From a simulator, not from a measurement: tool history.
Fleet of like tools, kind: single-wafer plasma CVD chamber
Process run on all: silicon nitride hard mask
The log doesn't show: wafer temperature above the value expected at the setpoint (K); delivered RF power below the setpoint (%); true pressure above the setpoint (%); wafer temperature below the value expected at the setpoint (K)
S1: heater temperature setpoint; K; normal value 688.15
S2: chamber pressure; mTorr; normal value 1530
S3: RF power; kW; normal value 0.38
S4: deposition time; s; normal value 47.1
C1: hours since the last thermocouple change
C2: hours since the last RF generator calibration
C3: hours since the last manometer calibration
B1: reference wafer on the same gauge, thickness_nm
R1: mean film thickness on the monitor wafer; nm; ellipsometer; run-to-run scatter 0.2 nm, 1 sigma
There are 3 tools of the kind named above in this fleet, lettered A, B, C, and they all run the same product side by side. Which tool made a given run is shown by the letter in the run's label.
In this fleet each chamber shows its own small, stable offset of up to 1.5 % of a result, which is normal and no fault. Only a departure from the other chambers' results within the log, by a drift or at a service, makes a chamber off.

Run 1B, hour 7.4: usual settings; C1 1362.3; C2 690.3; C3 1431.7; B1 67.365. Result: R1 61.842 nm.
Run 2A, hour 18.2: usual settings; C1 128.8; C2 1592.3; C3 166.8; B1 67.407. Result: R1 60.919 nm.
Run 3C, hour 28.3: usual settings; C1 916.9; C2 1076.9; C3 888.4; B1 67.37. Result: R1 61.878 nm.
Run 4C, hour 34: usual settings; C1 922.6; C2 1082.6; C3 894.1; B1 67.431. Result: R1 62.2 nm.
At hour 43: chamber C: capacitance manometer re-zeroed and calibrated.
Run 5A, hour 44.2: usual settings; C1 154.8; C2 1618.3; C3 192.8; B1 67.44. Result: R1 60.973 nm.
Run 6B, hour 50.7: usual settings but S3 0.425 kW; C1 1405.6; C2 733.6; C3 1475; B1 67.384. Result: R1 65.487 nm.
Run 7B, hour 60.5: usual settings but S3 0.425 kW; C1 1415.4; C2 743.4; C3 1484.8; B1 67.443. Result: R1 65.401 nm.
Run 8C, hour 69.3: usual settings but S3 0.425 kW; C1 957.9; C2 1117.9; C3 26.3; B1 67.418. Result: R1 66.205 nm.
Run 9A, hour 75.3: usual settings; C1 185.9; C2 1649.4; C3 223.9; B1 67.392. Result: R1 61.233 nm.
Run 10A, hour 84.7: usual settings; C1 195.3; C2 1658.8; C3 233.3; B1 67.406. Result: R1 60.776 nm.
At hour 90.7: chamber B: capacitance manometer re-zeroed and calibrated.
Run 11B, hour 95.1: usual settings; C1 1450; C2 778; C3 4.5; B1 67.419. Result: R1 60.473 nm.
Run 12C, hour 100: usual settings; C1 988.6; C2 1148.6; C3 57; B1 67.398. Result: R1 62.088 nm.
Run 13C, hour 108.7: usual settings; C1 997.3; C2 1157.3; C3 65.7; B1 67.412. Result: R1 61.942 nm.
Run 14B, hour 118.9: usual settings; C1 1473.8; C2 801.8; C3 28.3; B1 67.387. Result: R1 60.582 nm.
Run 15A, hour 127.7: usual settings; C1 238.3; C2 1701.8; C3 276.3; B1 67.369. Result: R1 61.007 nm.
Run 16C, hour 132.8: usual settings; C1 1021.4; C2 1181.4; C3 89.8; B1 67.442. Result: R1 62.12 nm.
Run 17A, hour 141.2: usual settings; C1 251.8; C2 1715.3; C3 289.8; B1 67.378. Result: R1 61.263 nm.
Run 18B, hour 151.7: usual settings; C1 1506.6; C2 834.6; C3 61.1; B1 67.413. Result: R1 60.215 nm.
Run 19A, hour 159: usual settings; C1 269.6; C2 1733.1; C3 307.6; B1 67.41. Result: R1 60.993 nm.
Run 20B, hour 166.9: usual settings; C1 1521.8; C2 849.8; C3 76.3; B1 67.397. Result: R1 60.099 nm.
Run 21C, hour 171.8: usual settings; C1 1060.4; C2 1220.4; C3 128.8; B1 67.447. Result: R1 62.166 nm.
Run 22B, hour 177: usual settings but S4 55.4 s; C1 1531.9; C2 859.9; C3 86.4; B1 67.421. Result: R1 70.095 nm.
Run 23A, hour 182.5: usual settings but S4 55.4 s; C1 293.1; C2 1756.6; C3 331.1; B1 67.387. Result: R1 71.925 nm.
Run 24C, hour 193.6: usual settings but S4 55.4 s; C1 1082.2; C2 1242.2; C3 150.6; B1 67.414. Result: R1 73.303 nm.

Has any chamber moved away from the others, gradually or after a service, or does the common gauge drift, or do the chambers differ only by their own small steady offsets? State the chamber and the most likely cause if one applies.

Chamber B drifts away from the others.
Most likely cause: delivered RF power below the setpoint (%) = 5.3.

Below are 4 candidate recipes for chamber B's next run, each the usual settings with a change, their results shown as question marks. Which of them brings B's results back in line with what the other chambers give on the usual settings?
In line means no further than this from the other chambers' mean on the usual settings: R1 0.68 nm
Run 25B-1, hour 201.7: usual settings but S3 0.39 kW. Result: R1 ?.
Run 25B-2, hour 201.7: usual settings but S2 1580 mTorr, S3 0.395 kW. Result: R1 ?.
Run 25B-3, hour 201.7: usual settings but S2 1510 mTorr, S3 0.375 kW. Result: R1 ?.
Run 25B-4, hour 201.7: usual settings but S2 1350 mTorr. Result: R1 ?.

Other chambers, usual settings, mean: R1 61.656 nm
  run      R1
25B-1  60.518
25B-2  61.592
25B-3  58.807
25B-4  57.296
Change 25B-2 lands the chamber within the allowed miss of the other chambers.
